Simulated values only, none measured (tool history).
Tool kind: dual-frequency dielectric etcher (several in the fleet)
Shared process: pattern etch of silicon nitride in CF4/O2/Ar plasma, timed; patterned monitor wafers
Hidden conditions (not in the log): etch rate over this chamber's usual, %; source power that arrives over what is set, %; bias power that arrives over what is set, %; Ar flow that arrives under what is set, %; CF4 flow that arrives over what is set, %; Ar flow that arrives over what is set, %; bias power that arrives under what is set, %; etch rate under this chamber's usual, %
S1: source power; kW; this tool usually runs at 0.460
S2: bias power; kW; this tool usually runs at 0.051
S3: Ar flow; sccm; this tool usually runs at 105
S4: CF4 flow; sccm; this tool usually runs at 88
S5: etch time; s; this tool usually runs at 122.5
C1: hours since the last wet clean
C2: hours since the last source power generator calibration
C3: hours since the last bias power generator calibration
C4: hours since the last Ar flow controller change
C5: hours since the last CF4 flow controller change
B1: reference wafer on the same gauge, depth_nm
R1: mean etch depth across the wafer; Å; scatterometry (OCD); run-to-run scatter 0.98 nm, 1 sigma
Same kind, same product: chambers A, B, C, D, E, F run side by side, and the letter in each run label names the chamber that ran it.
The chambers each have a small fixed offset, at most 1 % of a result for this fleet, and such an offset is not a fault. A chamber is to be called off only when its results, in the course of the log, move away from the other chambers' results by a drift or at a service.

run     day     S1     S2   S3   S4     S5     C1      C2      C3      C4      C5      B1      R1
 1A   0.388  0.460  0.051  105   88  122.5  298.3  2464.1   822.2  2005.3  3063.8  218.98  2152.5
 2B   0.812  0.460  0.051  105   88  122.5  190.4   809.0  1286.3    35.6  2910.6  219.08  2154.5
 3E   1.200  0.460  0.051  105   88  122.5  331.1  3655.7  1614.7  2760.8  1242.6  218.64  2123.1
 4F   1.433  0.460  0.051  105   88  122.5  377.2  1812.2  3591.0  1312.4  4110.2  218.88  2126.4
 5C   1.888  0.460  0.051  105   88  122.5  251.9   672.8  4025.6   287.4   904.7  218.91  2104.8
 6D   2.321  0.460  0.051  105   88  122.5  229.4  2313.5   410.3   462.0  2216.9  219.06  2109.7
 7E   2.812  0.460  0.051  105   88  122.5  369.8  3694.4  1653.4  2799.5  1281.3  218.83  2117.2
 8C   3.246  0.460  0.051  105   88  122.5  284.5   705.4  4058.2   320.0   937.3  219.04  2104.0
 9D   3.629  0.460  0.051  105   88  122.5  260.8  2344.9   441.7   493.4  2248.3  219.04  2102.6
10F   4.138  0.460  0.051  105   88  122.5  442.1  1877.1  3655.9  1377.3  4175.1  218.94  2120.2
11A   4.454  0.460  0.051  105   88  122.5  395.9  2561.7   919.8  2102.9  3161.4  219.07  2138.9
12B   4.817  0.460  0.051   95  103  122.5  286.5   905.1  1382.4   131.7  3006.7  218.82  2209.6
13F   5.062  0.460  0.051   95  103  122.5  464.3  1899.3  3678.1  1399.5  4197.3  219.09  2221.8
14A   5.554  0.460  0.051   95  103  122.5  422.3  2588.1   946.2  2129.3  3187.8  218.88  2211.4
15E   6.004  0.460  0.051   95  103  122.5  446.4  3771.0  1730.0  2876.1  1357.9  218.99  2211.0
16D   6.396  0.460  0.051   95  103  122.5  327.2  2411.3   508.1   559.8  2314.7  219.22  2189.5
17C   6.812  0.460  0.051   95  103  122.5  370.1   791.0  4143.8   405.6  1022.9  219.07  2219.0
      7.004  -- chamber D: wet clean of the chamber
      7.008  -- chamber A: wet clean of the chamber
18B   7.283  0.460  0.051   83   88  122.5  345.7   964.3  1441.6   190.9  3065.9  219.19  2193.0
19D   7.567  0.460  0.051   83   88  122.5   13.6  2439.4   536.2   587.9  2342.8  219.00  2186.3
      7.683  -- chamber E: wet clean of the chamber
20B   8.029  0.460  0.051   83   88  122.5  363.6   982.2  1459.5   208.8  3083.8  218.99  2201.3
      8.183  -- chamber F: wet clean of the chamber
21E   8.429  0.460  0.051   83   88  122.5   17.9  3829.2  1788.2  2934.3  1416.1  218.96  2213.5
22A   8.683  0.460  0.051   83   88  122.5   40.3  2663.2  1021.3  2204.4  3262.9  218.93  2203.8
      8.829  -- chamber B: wet clean of the chamber
23F   9.183  0.460  0.051   83   88  122.5   24.1  1998.2  3777.0  1498.4  4296.2  218.71  2211.7
24C   9.517  0.460  0.051  105   88  122.5  435.0   855.9  4208.7   470.5  1087.8  218.87  2176.7
25D   9.908  0.460  0.051  105   88  122.5   69.8  2495.6   592.4   644.1  2399.0  219.18  2118.2
26B  10.346  0.460  0.051  105   88  122.5   36.5  1037.8  1515.1   264.4  3139.4  218.70  2131.8
27E  10.717  0.460  0.051  105   88  122.5   72.8  3884.1  1843.1  2989.2  1471.0  219.11  2143.6
28F  11.162  0.460  0.051  105   88  122.5   71.6  2045.7  3824.5  1545.9  4343.7  219.06  2161.0
29C  11.600  0.460  0.051  105   88  122.5  485.0   905.9  4258.7   520.5  1137.8  219.06  2171.7
30A  11.817  0.460  0.051  105   88  122.5  115.5  2738.4  1096.5  2279.6  3338.1  218.92  2138.0
31C  12.200  0.460  0.051   88   88  145.5  499.4   920.3  4273.1   534.9  1152.2  218.92  2643.2
32A  12.554  0.460  0.051   88   88  145.5  133.2  2756.1  1114.2  2297.3  3355.8  218.95  2614.2
     12.742  -- chamber F: Ar flow controller replaced
33B  13.062  0.460  0.051   88   88  145.5  101.7  1103.0  1580.3   329.6  3204.6  218.99  2575.4
34D  13.492  0.460  0.051   88   88  145.5  155.8  2581.6   678.4   730.1  2485.0  218.93  2579.6
35F  13.767  0.460  0.051   88   88  145.5  134.1  2108.2  3887.0    24.6  4406.2  218.91  2614.1
36E  14.062  0.460  0.051   88   88  145.5  153.1  3964.4  1923.4  3069.5  1551.3  218.86  2602.2
     14.175  -- chamber D: source power generator calibrated
37B  14.567  0.460  0.051  105   88  122.5  137.8  1139.1  1616.4   365.7  3240.7  218.90  2130.6
38D  14.921  0.460  0.051  105   88  153.5  190.1    17.9   712.7   764.4  2519.3  219.15  2667.4
39E  15.292  0.460  0.051  105   88  153.5  182.6  3993.9  1952.9  3099.0  1580.8  219.15  2684.6

All chambers now run identical settings, listed one chamber a line with results as question marks. What results will each chamber show?
40A  15.658  0.460  0.051  105  88  135.5                           ?
40B  15.658  0.460  0.051  105  88  135.5                           ?
40C  15.658  0.460  0.051  105  88  135.5                           ?
40D  15.658  0.460  0.051  105  88  135.5                           ?
40E  15.658  0.460  0.051  105  88  135.5                           ?
40F  15.658  0.460  0.051  105  88  135.5                           ?

run      R1
40A  2383.1
40B  2352.2
40C  2448.3
40D  2342.3
40E  2363.8
40F  2384.4
